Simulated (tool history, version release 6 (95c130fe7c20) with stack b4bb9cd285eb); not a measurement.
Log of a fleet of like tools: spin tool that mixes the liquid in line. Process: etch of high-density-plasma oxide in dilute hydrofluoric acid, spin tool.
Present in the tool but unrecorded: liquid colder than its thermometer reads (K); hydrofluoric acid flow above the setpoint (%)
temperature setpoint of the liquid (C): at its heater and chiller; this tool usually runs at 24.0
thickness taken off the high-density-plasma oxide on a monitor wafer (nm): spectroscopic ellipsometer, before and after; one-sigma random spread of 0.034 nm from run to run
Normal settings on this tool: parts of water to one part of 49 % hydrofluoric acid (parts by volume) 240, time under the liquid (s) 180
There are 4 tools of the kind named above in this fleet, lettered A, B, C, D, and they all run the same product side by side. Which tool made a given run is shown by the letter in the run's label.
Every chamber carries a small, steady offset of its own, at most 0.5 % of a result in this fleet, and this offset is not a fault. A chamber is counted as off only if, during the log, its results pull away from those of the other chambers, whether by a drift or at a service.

run,hour,temperature setpoint of the liquid (C),parts of water to one part of 49 % hydrofluoric acid (parts by volume),time under the liquid (s),hours since the thermometer was replaced,hours since the hydrofluoric acid flow meter was replaced,"read-back film thickness of the high-density-plasma oxide reference wafer, read on the same gauge (nm)",thickness taken off the high-density-plasma oxide on a monitor wafer (nm)
1D,3.5,24.0,240,180,617.8,432.1,109.98,4.4844
2A,7.4,24.0,240,180,42.0,1190.2,110.00,4.4720
3B,10.5,24.0,240,180,1559.9,2213.8,110.02,4.5034
4C,16.0,24.0,240,180,2437.3,343.8,110.01,4.4085
5A,21.4,24.0,240,180,56.0,1204.2,109.99,4.4678
6D,27.1,24.0,240,180,641.4,455.7,110.01,4.5287
7C,30.5,22.5,150,180,2451.8,358.3,110.01,7.5167
8B,35.0,22.5,150,180,1584.4,2238.3,110.00,7.4455
9B,39.0,22.5,150,180,1588.4,2242.3,110.01,7.5688
10D,42.4,22.5,150,180,656.7,471.0,110.02,7.4924
11A,47.4,24.0,240,180,82.0,1230.2,109.99,4.4461
12C,50.6,24.0,240,180,2471.9,378.4,110.00,4.5175
13A,55.1,24.0,240,180,89.7,1237.9,110.01,4.4952
14C,61.2,21.0,300,180,2482.5,389.0,109.99,3.0286
15D,64.2,21.0,300,180,678.5,492.8,110.00,3.1361
16B,70.0,21.0,300,180,1619.4,2273.3,110.01,3.0161
17D,73.9,21.0,300,180,688.2,502.5,110.01,3.1563
18B,76.8,24.0,240,180,1626.2,2280.1,109.99,4.5294
19A,80.9,26.5,325,180,115.5,1263.7,109.98,3.2958
20C,86.5,26.5,325,180,2507.8,414.3,110.01,3.2779
21B,89.6,26.5,325,180,1639.0,2292.9,109.99,3.3048
22D,92.9,26.5,325,180,707.2,521.5,109.99,3.4406
23C,96.7,24.0,240,180,2518.0,424.5,110.01,4.4107
# hour 98.4: chamber C: hydrofluoric acid flow meter replaced
24A,102.4,24.0,240,180,137.0,1285.2,109.98,4.4924
25C,107.1,24.0,240,180,2528.4,8.8,109.99,4.4269
26A,110.3,24.0,240,180,144.9,1293.1,110.01,4.5170
27D,113.5,24.0,240,265,727.8,542.1,109.97,7.0057
28B,119.1,24.0,240,265,1668.5,2322.4,110.01,6.6445
29D,122.1,24.0,240,265,736.4,550.7,109.99,7.0634
30C,126.7,24.0,240,265,2548.0,28.4,109.98,6.5088
31B,129.6,24.0,240,180,1679.0,2332.9,110.02,4.4880
32A,134.6,24.0,240,180,169.2,1317.4,110.01,4.5073
33C,140.0,24.0,240,180,2561.3,41.7,110.00,4.4238
34A,143.9,24.0,240,180,178.5,1326.7,109.99,4.4847
35B,146.9,24.0,240,180,1696.3,2350.2,110.01,4.4798
36D,150.9,24.0,240,180,765.2,579.5,110.03,4.8447
37B,153.9,24.0,240,180,1703.3,2357.2,110.01,4.5459
# hour 158.5: chamber C: thermometer replaced
38D,158.5,24.0,240,180,772.8,587.1,109.99,4.8443
39C,162.4,24.0,240,180,4.0,64.1,109.99,4.5009
40A,167.3,24.0,240,180,201.9,1350.1,110.01,4.4703
41C,170.3,24.0,305,180,11.9,72.0,110.01,3.2722
42A,174.0,24.0,305,180,208.6,1356.8,110.00,3.2931

The same settings go to every chamber for the next run, one line per chamber below. Forecast the results for each:
43A,178.4,24.0,240,180,,,,?
43B,178.4,24.0,240,180,,,,?
43C,178.4,24.0,240,180,,,,?
43D,178.4,24.0,240,180,,,,?

run,thickness taken off the high-density-plasma oxide on a monitor wafer (nm)
43A,4.4578
43B,4.5541
43C,4.4864
43D,4.9628
